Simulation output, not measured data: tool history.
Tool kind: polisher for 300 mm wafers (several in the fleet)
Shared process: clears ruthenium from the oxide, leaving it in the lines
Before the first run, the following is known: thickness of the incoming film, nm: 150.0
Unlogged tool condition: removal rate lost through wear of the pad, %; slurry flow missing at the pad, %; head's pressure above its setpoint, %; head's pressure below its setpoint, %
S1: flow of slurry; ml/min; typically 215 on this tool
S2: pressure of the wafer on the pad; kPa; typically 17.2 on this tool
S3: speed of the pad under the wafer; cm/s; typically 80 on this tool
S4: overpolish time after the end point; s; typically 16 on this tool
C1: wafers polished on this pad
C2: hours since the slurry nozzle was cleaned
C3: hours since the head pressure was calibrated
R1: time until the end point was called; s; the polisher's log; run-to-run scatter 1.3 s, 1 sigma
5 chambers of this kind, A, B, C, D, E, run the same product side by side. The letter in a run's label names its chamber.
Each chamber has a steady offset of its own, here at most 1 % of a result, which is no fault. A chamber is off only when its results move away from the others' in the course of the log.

{"run": "1E", "hour": 3.5, "S1": 215, "S2": 17.2, "S3": 80, "S4": 16, "C1": 506, "C2": 330.0, "C3": 43.9, "R1": 138.17}
{"run": "2B", "hour": 10.1, "S1": 215, "S2": 17.2, "S3": 80, "S4": 16, "C1": 1259, "C2": 697.6, "C3": 744.8, "R1": 136.33}
{"run": "3C", "hour": 14.1, "S1": 215, "S2": 17.2, "S3": 80, "S4": 16, "C1": 599, "C2": 366.2, "C3": 174.1, "R1": 138.11}
{"run": "4A", "hour": 18.7, "S1": 215, "S2": 17.2, "S3": 80, "S4": 16, "C1": 152, "C2": 779.9, "C3": 1240.9, "R1": 138.28}
{"run": "5D", "hour": 23.2, "S1": 215, "S2": 17.2, "S3": 80, "S4": 16, "C1": 922, "C2": 205.4, "C3": 28.4, "R1": 135.68}
{"run": "6C", "hour": 29.9, "S1": 215, "S2": 17.2, "S3": 80, "S4": 16, "C1": 716, "C2": 382.0, "C3": 189.9, "R1": 137.89}
{"run": "7A", "hour": 36.6, "S1": 215, "S2": 17.2, "S3": 80, "S4": 16, "C1": 285, "C2": 797.8, "C3": 1258.8, "R1": 138.11}
{"run": "8D", "hour": 41.7, "S1": 215, "S2": 17.2, "S3": 80, "S4": 16, "C1": 1059, "C2": 223.9, "C3": 46.9, "R1": 135.36}
{"hour": 42.7, "done": "chamber E: worn pad replaced by a new one"}
{"run": "9E", "hour": 45.0, "S1": 215, "S2": 17.2, "S3": 80, "S4": 16, "C1": 17, "C2": 371.5, "C3": 85.4, "R1": 136.85}
{"hour": 49.0, "done": "chamber B: worn pad replaced by a new one"}
{"hour": 51.6, "done": "chamber A: slurry nozzle cleaned"}
{"run": "10B", "hour": 51.8, "S1": 190, "S2": 17.2, "S3": 80, "S4": 12, "C1": 21, "C2": 739.3, "C3": 786.5, "R1": 136.59}
{"hour": 58.5, "done": "chamber B: slurry nozzle cleaned"}
{"run": "11E", "hour": 59.2, "S1": 190, "S2": 17.2, "S3": 80, "S4": 12, "C1": 122, "C2": 385.7, "C3": 99.6, "R1": 138.57}
{"run": "12D", "hour": 65.5, "S1": 190, "S2": 17.2, "S3": 80, "S4": 12, "C1": 1235, "C2": 247.7, "C3": 70.7, "R1": 137.13}
{"hour": 67.0, "done": "chamber A: head pressure recalibrated"}
{"hour": 69.9, "done": "chamber A: worn pad replaced by a new one"}
{"run": "13C", "hour": 72.5, "S1": 190, "S2": 17.2, "S3": 80, "S4": 12, "C1": 1030, "C2": 424.6, "C3": 232.5, "R1": 141.44}
{"run": "14A", "hour": 76.8, "S1": 190, "S2": 17.2, "S3": 80, "S4": 12, "C1": 51, "C2": 25.2, "C3": 9.8, "R1": 136.66}
{"run": "15B", "hour": 81.7, "S1": 190, "S2": 17.2, "S3": 102, "S4": 16, "C1": 242, "C2": 23.3, "C3": 816.4, "R1": 107.87}
{"hour": 88.6, "done": "chamber D: worn pad replaced by a new one"}
{"run": "16B", "hour": 89.2, "S1": 190, "S2": 17.2, "S3": 102, "S4": 16, "C1": 297, "C2": 30.8, "C3": 823.9, "R1": 106.7}
{"run": "17A", "hour": 92.8, "S1": 190, "S2": 17.2, "S3": 102, "S4": 16, "C1": 169, "C2": 41.2, "C3": 25.8, "R1": 110.04}
{"run": "18E", "hour": 98.4, "S1": 190, "S2": 17.2, "S3": 102, "S4": 16, "C1": 412, "C2": 424.9, "C3": 138.8, "R1": 107.68}
{"run": "19D", "hour": 102.6, "S1": 190, "S2": 17.2, "S3": 102, "S4": 16, "C1": 103, "C2": 284.8, "C3": 107.8, "R1": 106.75}
{"run": "20C", "hour": 109.8, "S1": 215, "S2": 17.2, "S3": 80, "S4": 16, "C1": 1306, "C2": 461.9, "C3": 269.8, "R1": 140.47}
{"run": "21A", "hour": 117.0, "S1": 215, "S2": 17.2, "S3": 80, "S4": 16, "C1": 348, "C2": 65.4, "C3": 50.0, "R1": 137.78}
{"hour": 119.8, "done": "chamber E: slurry nozzle cleaned"}
{"run": "22B", "hour": 122.1, "S1": 215, "S2": 17.2, "S3": 80, "S4": 16, "C1": 540, "C2": 63.7, "C3": 856.8, "R1": 135.99}
{"hour": 128.5, "done": "chamber C: head pressure recalibrated"}
{"run": "23C", "hour": 129.6, "S1": 215, "S2": 17.2, "S3": 80, "S4": 12, "C1": 1452, "C2": 481.7, "C3": 1.1, "R1": 142.76}
{"run": "24D", "hour": 136.7, "S1": 215, "S2": 17.2, "S3": 80, "S4": 12, "C1": 355, "C2": 318.9, "C3": 141.9, "R1": 135.99}
{"hour": 140.2, "done": "chamber E: worn pad replaced by a new one"}
{"run": "25E", "hour": 140.9, "S1": 215, "S2": 17.2, "S3": 80, "S4": 12, "C1": 5, "C2": 21.1, "C3": 181.3, "R1": 137.35}
{"run": "26D", "hour": 147.3, "S1": 215, "S2": 17.2, "S3": 80, "S4": 12, "C1": 434, "C2": 329.5, "C3": 152.5, "R1": 135.76}
{"hour": 148.6, "done": "chamber A: worn pad replaced by a new one"}
{"run": "27A", "hour": 152.6, "S1": 215, "S2": 17.2, "S3": 80, "S4": 12, "C1": 29, "C2": 101.0, "C3": 85.6, "R1": 140.48}
{"run": "28E", "hour": 156.2, "S1": 215, "S2": 17.2, "S3": 80, "S4": 16, "C1": 118, "C2": 36.4, "C3": 196.6, "R1": 136.53}
{"run": "29C", "hour": 160.0, "S1": 215, "S2": 17.2, "S3": 80, "S4": 16, "C1": 1677, "C2": 512.1, "C3": 31.5, "R1": 141.75}
{"run": "30B", "hour": 166.5, "S1": 215, "S2": 17.2, "S3": 80, "S4": 16, "C1": 869, "C2": 108.1, "C3": 901.2, "R1": 135.93}
{"run": "31B", "hour": 171.0, "S1": 215, "S2": 17.2, "S3": 108, "S4": 16, "C1": 902, "C2": 112.6, "C3": 905.7, "R1": 100.32}
{"run": "32E", "hour": 174.8, "S1": 215, "S2": 17.2, "S3": 108, "S4": 16, "C1": 256, "C2": 55.0, "C3": 215.2, "R1": 101.78}
{"run": "33D", "hour": 179.6, "S1": 215, "S2": 17.2, "S3": 108, "S4": 16, "C1": 672, "C2": 361.8, "C3": 184.8, "R1": 101.33}
{"run": "34A", "hour": 185.6, "S1": 215, "S2": 17.2, "S3": 108, "S4": 16, "C1": 273, "C2": 134.0, "C3": 118.6, "R1": 99.547}
{"run": "35C", "hour": 190.0, "S1": 215, "S2": 17.2, "S3": 108, "S4": 16, "C1": 1899, "C2": 542.1, "C3": 61.5, "R1": 106.24}
{"run": "36C", "hour": 197.5, "S1": 215, "S2": 17.2, "S3": 80, "S4": 16, "C1": 1954, "C2": 549.6, "C3": 69.0, "R1": 143.23}
{"run": "37E", "hour": 202.9, "S1": 215, "S2": 17.2, "S3": 80, "S4": 16, "C1": 464, "C2": 83.1, "C3": 243.3, "R1": 137.29}
{"run": "38D", "hour": 207.0, "S1": 215, "S2": 17.2, "S3": 80, "S4": 16, "C1": 875, "C2": 389.2, "C3": 212.2, "R1": 136.33}
{"run": "39A", "hour": 210.6, "S1": 215, "S2": 17.2, "S3": 80, "S4": 16, "C1": 458, "C2": 159.0, "C3": 143.6, "R1": 138.3}
{"run": "40B", "hour": 217.5, "S1": 215, "S2": 17.2, "S3": 80, "S4": 16, "C1": 1246, "C2": 159.1, "C3": 952.2, "R1": 134.83}

Is one chamber off against the others, does the gauge drift, or is nothing wrong? If a chamber is off, say which, and what the likeliest cause is.

One chamber, C, drifts off from the rest bit by bit.
What lies behind it: removal rate lost through wear of the pad, % = 5.79.
The log might look much the same if the cause were instead: slurry flow missing at the pad, %.

Here are 4 candidates for chamber C's next run, each the usual settings with a change, their results left as question marks. Which one brings its results back in line with what the others give on the usual settings?
In line here means within this much of the mean the other chambers give on the usual settings: R1 4.700 s
{"run": "41C-1", "hour": 222.9, "S1": 215, "S2": 15.2, "S3": 80, "S4": 16, "R1": "?"}
{"run": "41C-2", "hour": 222.9, "S1": 215, "S2": 16.5, "S3": 78, "S4": 16, "R1": "?"}
{"run": "41C-3", "hour": 222.9, "S1": 215, "S2": 17.2, "S3": 84, "S4": 16, "R1": "?"}
{"run": "41C-4", "hour": 222.9, "S1": 215, "S2": 18.6, "S3": 84, "S4": 16, "R1": "?"}

Average result of the remaining chambers running the usual settings: R1 136.530 s
run=41C-1 R1=164.400
run=41C-2 R1=154.710
run=41C-3 R1=137.890
run=41C-4 R1=127.760
Change 41C-3 lands the chamber within the allowed miss of the other chambers.
